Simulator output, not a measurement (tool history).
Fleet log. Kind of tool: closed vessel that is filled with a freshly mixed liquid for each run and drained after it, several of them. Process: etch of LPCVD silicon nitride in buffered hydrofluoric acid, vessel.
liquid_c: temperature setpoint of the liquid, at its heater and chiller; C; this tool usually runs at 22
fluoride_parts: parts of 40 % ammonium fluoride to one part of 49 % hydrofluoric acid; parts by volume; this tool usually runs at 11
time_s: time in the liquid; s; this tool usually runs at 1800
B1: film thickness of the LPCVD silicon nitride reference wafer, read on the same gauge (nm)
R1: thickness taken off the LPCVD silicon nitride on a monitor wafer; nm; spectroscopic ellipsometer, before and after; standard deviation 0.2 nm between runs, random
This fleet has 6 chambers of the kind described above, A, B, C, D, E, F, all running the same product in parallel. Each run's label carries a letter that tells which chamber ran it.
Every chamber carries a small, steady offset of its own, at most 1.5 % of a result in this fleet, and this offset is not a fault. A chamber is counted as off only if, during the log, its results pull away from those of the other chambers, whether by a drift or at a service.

Run 1E, hour 8.6: usual settings; B1 130.00. Result: R1 19.796 nm.
Run 2C, hour 14.1: usual settings; B1 129.98. Result: R1 19.895 nm.
Run 3F, hour 19.9: usual settings; B1 129.99. Result: R1 20.094 nm.
Run 4A, hour 25.7: usual settings; B1 129.99. Result: R1 19.761 nm.
Run 5D, hour 31.9: usual settings; B1 129.99. Result: R1 19.743 nm.
Run 6B, hour 40.0: usual settings; B1 129.99. Result: R1 19.853 nm.
Run 7F, hour 46.1: usual settings; B1 129.98. Result: R1 20.135 nm.
Run 8C, hour 56.7: usual settings; B1 130.00. Result: R1 20.270 nm.
Run 9E, hour 62.1: usual settings; B1 130.01. Result: R1 19.616 nm.
Run 10B, hour 71.4: usual settings; B1 130.01. Result: R1 19.995 nm.
Run 11D, hour 82.4: usual settings but time_s 1315 s; B1 129.99. Result: R1 14.301 nm.
Run 12A, hour 91.1: usual settings but time_s 1315 s; B1 130.00. Result: R1 14.430 nm.
Run 13A, hour 103.7: usual settings but time_s 1315 s; B1 130.00. Result: R1 14.519 nm.
Run 14B, hour 113.1: usual settings but time_s 1315 s; B1 130.01. Result: R1 14.576 nm.
Run 15F, hour 122.1: usual settings but time_s 1315 s; B1 130.03. Result: R1 14.789 nm.
Run 16D, hour 128.2: usual settings but time_s 1315 s; B1 129.99. Result: R1 14.510 nm.
Run 17E, hour 134.0: usual settings; B1 130.00. Result: R1 19.721 nm.
Run 18C, hour 141.5: usual settings; B1 129.97. Result: R1 19.813 nm.
Run 19B, hour 153.5: usual settings; B1 129.99. Result: R1 20.124 nm.
Run 20D, hour 164.1: usual settings; B1 130.01. Result: R1 20.062 nm.
Run 21A, hour 174.3: usual settings; B1 130.01. Result: R1 19.691 nm.
Run 22C, hour 181.1: usual settings; B1 130.00. Result: R1 20.049 nm.
Run 23E, hour 188.8: usual settings; B1 129.99. Result: R1 19.663 nm.
Run 24F, hour 198.3: usual settings; B1 130.01. Result: R1 20.096 nm.
Run 25E, hour 208.7: usual settings; B1 129.99. Result: R1 19.554 nm.
At hour 215.1: chamber D: hydrofluoric acid flow meter replaced.
Run 26C, hour 217.2: usual settings; B1 130.00. Result: R1 20.206 nm.
Run 27F, hour 226.3: usual settings; B1 130.01. Result: R1 20.050 nm.
At hour 237.9: chamber B: thermometer replaced.
Run 28D, hour 238.3: usual settings but time_s 2410 s; B1 130.01. Result: R1 26.315 nm.
Run 29B, hour 250.4: usual settings but time_s 2410 s; B1 130.02. Result: R1 26.853 nm.
Run 30A, hour 260.9: usual settings but time_s 2410 s; B1 129.98. Result: R1 26.292 nm.
Run 31F, hour 268.5: usual settings but time_s 2410 s; B1 130.00. Result: R1 27.289 nm.
Run 32A, hour 276.0: usual settings but time_s 2410 s; B1 129.97. Result: R1 26.314 nm.
Run 33C, hour 285.7: usual settings but time_s 2410 s; B1 129.98. Result: R1 26.656 nm.
Run 34B, hour 296.4: usual settings; B1 129.97. Result: R1 20.470 nm.
Run 35D, hour 302.3: usual settings; B1 130.01. Result: R1 20.026 nm.
Run 36E, hour 311.4: usual settings; B1 130.01. Result: R1 19.854 nm.
Run 37F, hour 318.5: usual settings; B1 129.99. Result: R1 20.349 nm.
Run 38C, hour 326.2: usual settings but liquid_c 24 C; B1 129.98. Result: R1 22.391 nm.
Run 39B, hour 338.0: usual settings but liquid_c 24 C; B1 130.01. Result: R1 22.372 nm.
Run 40D, hour 347.0: usual settings but liquid_c 24 C; B1 130.02. Result: R1 22.361 nm.
Run 41A, hour 353.5: usual settings but liquid_c 24 C; B1 130.00. Result: R1 22.404 nm.

The same settings go to every chamber for the next run, one line per chamber below. Forecast the results for each:
Run 42A, hour 362.5: usual settings. Result: R1 ?.
Run 42B, hour 362.5: usual settings. Result: R1 ?.
Run 42C, hour 362.5: usual settings. Result: R1 ?.
Run 42D, hour 362.5: usual settings. Result: R1 ?.
Run 42E, hour 362.5: usual settings. Result: R1 ?.
Run 42F, hour 362.5: usual settings. Result: R1 ?.

run      R1
42A  19.932
42B  20.304
42C  19.868
42D  19.794
42E  20.059
42F  20.172
